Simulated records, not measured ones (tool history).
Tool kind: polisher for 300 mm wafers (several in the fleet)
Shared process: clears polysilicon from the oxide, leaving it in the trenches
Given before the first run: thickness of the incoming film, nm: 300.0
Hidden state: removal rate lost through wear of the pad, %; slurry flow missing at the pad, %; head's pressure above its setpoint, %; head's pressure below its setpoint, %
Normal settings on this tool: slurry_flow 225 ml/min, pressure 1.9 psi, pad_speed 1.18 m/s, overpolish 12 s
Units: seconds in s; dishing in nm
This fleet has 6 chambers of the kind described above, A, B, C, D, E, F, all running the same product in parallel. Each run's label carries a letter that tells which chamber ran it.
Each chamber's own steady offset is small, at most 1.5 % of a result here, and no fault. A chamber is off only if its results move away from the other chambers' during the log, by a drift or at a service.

run	day	slurry_flow	pressure	pad_speed	overpolish	wafers polished on this pad	hours since the slurry nozzle was cleaned	hours since the head pressure was calibrated	seconds	dishing
1D	0.179	225	1.9	1.18	12	356	13.3	159.4	28.108	50.321
2C	0.275	225	1.9	1.18	12	763	111.8	234.7	28.551	48.759
3F	0.458	225	1.9	1.18	12	488	176.6	166.3	27.923	51.070
4B	0.583	225	1.9	1.18	12	296	336.9	1130.5	27.832	53.448
5A	0.679	225	1.9	1.18	12	1112	520.5	1073.6	27.956	50.815
# day 0.717: chamber D: worn pad replaced by a new one
6E	0.812	225	1.9	1.18	12	822	337.5	1429.7	28.615	52.298
# day 0.962: chamber F: worn pad replaced by a new one
7F	0.962	225	1.9	1.18	12	0	188.7	178.4	28.488	51.494
8D	1.108	225	1.9	1.18	12	88	35.6	181.7	27.943	49.940
9E	1.288	280	1.9	0.84	12	928	348.9	1441.1	38.302	46.904
10C	1.383	280	1.9	0.84	12	1010	138.4	261.3	39.237	45.599
# day 1.429: chamber C: worn pad replaced by a new one
11B	1.525	280	1.9	0.84	12	506	359.5	1153.1	38.639	48.285
# day 1.546: chamber A: worn pad replaced by a new one
12A	1.646	280	1.9	0.84	12	22	543.7	1096.8	37.773	44.956
# day 1.688: chamber E: worn pad replaced by a new one
13B	1.817	280	1.9	0.84	12	571	366.5	1160.1	37.910	47.688
# day 1.975: chamber B: slurry nozzle cleaned
14E	2.000	280	1.9	0.84	12	70	366.0	1458.2	37.670	45.333
15A	2.175	225	1.9	1.18	12	140	556.4	1109.5	27.939	51.324
16D	2.321	225	1.9	1.18	12	358	64.7	210.8	28.277	50.886
17C	2.450	225	1.9	1.18	12	227	164.0	286.9	27.930	53.342
18F	2.579	225	1.9	1.18	12	361	227.5	217.2	29.056	52.949
19B	2.671	280	1.9	1.18	18	762	16.7	1180.6	27.101	54.504
20E	2.783	280	1.9	1.18	18	245	384.8	1477.0	27.030	55.768
21F	2.933	280	1.9	1.18	18	440	236.0	225.7	27.271	54.543
# day 2.975: chamber D: worn pad replaced by a new one
22A	3.058	280	1.9	1.18	18	337	577.6	1130.7	27.420	55.411
23D	3.142	280	1.9	1.18	18	37	84.4	230.5	27.227	53.675
24C	3.329	280	1.9	1.18	18	424	185.1	308.0	26.290	55.199
25F	3.421	225	1.9	1.18	12	548	247.7	237.4	28.334	50.960
26B	3.512	225	1.9	1.18	12	949	36.9	1200.8	28.352	53.290
27C	3.646	225	1.9	1.18	12	494	192.7	315.6	26.753	50.965
28A	3.825	225	1.9	1.18	12	508	596.0	1149.1	27.534	54.094
# day 3.946: chamber F: worn pad replaced by a new one
29E	4.008	225	1.9	1.18	12	518	414.2	1506.4	27.961	49.745
30D	4.175	225	1.9	1.18	12	268	109.2	255.3	27.529	49.934
31A	4.325	170	1.9	1.18	12	620	608.0	1161.1	29.312	50.643
32B	4.492	170	1.9	1.18	12	1168	60.4	1224.3	29.330	49.045
# day 4.542: chamber B: worn pad replaced by a new one
33F	4.667	170	1.9	1.18	12	161	277.6	267.3	29.095	49.016
34C	4.771	170	1.9	1.18	12	745	219.7	342.6	26.667	48.367
35D	4.862	170	1.9	1.18	12	421	125.7	271.8	28.768	50.388
36E	4.954	170	1.9	1.18	12	729	436.9	1529.1	29.213	51.292
37B	5.083	225	1.9	1.18	12	121	74.6	1238.5	27.427	51.577
38E	5.167	225	1.5	1.18	5	777	442.0	1534.2	35.250	29.408
39F	5.321	225	1.5	1.18	5	307	293.3	283.0	35.599	28.705
40C	5.408	225	1.5	1.18	5	888	235.0	357.9	32.956	31.153
# day 5.500: chamber D: worn pad replaced by a new one
41D	5.517	225	1.5	1.18	5	4	141.4	287.5	35.861	30.625
42A	5.667	225	1.5	1.18	5	920	640.2	1193.3	35.643	31.469
43A	5.829	225	1.5	1.18	5	956	644.1	1197.2	34.352	29.648
# day 5.833: chamber E: worn pad replaced by a new one
44E	5.988	225	1.9	1.18	12	34	461.7	1553.9	28.465	49.441

Each of the 6 chambers runs these same settings next. Fill in every chamber's results:
45A	6.125	225	1.9	1.18	9				?	?
45B	6.125	225	1.9	1.18	9				?	?
45C	6.125	225	1.9	1.18	9				?	?
45D	6.125	225	1.9	1.18	9				?	?
45E	6.125	225	1.9	1.18	9				?	?
45F	6.125	225	1.9	1.18	9				?	?

run	seconds	dishing
45A	27.642	45.666
45B	27.410	47.549
45C	24.655	47.925
45D	27.438	47.338
45E	28.163	46.321
45F	28.957	45.493

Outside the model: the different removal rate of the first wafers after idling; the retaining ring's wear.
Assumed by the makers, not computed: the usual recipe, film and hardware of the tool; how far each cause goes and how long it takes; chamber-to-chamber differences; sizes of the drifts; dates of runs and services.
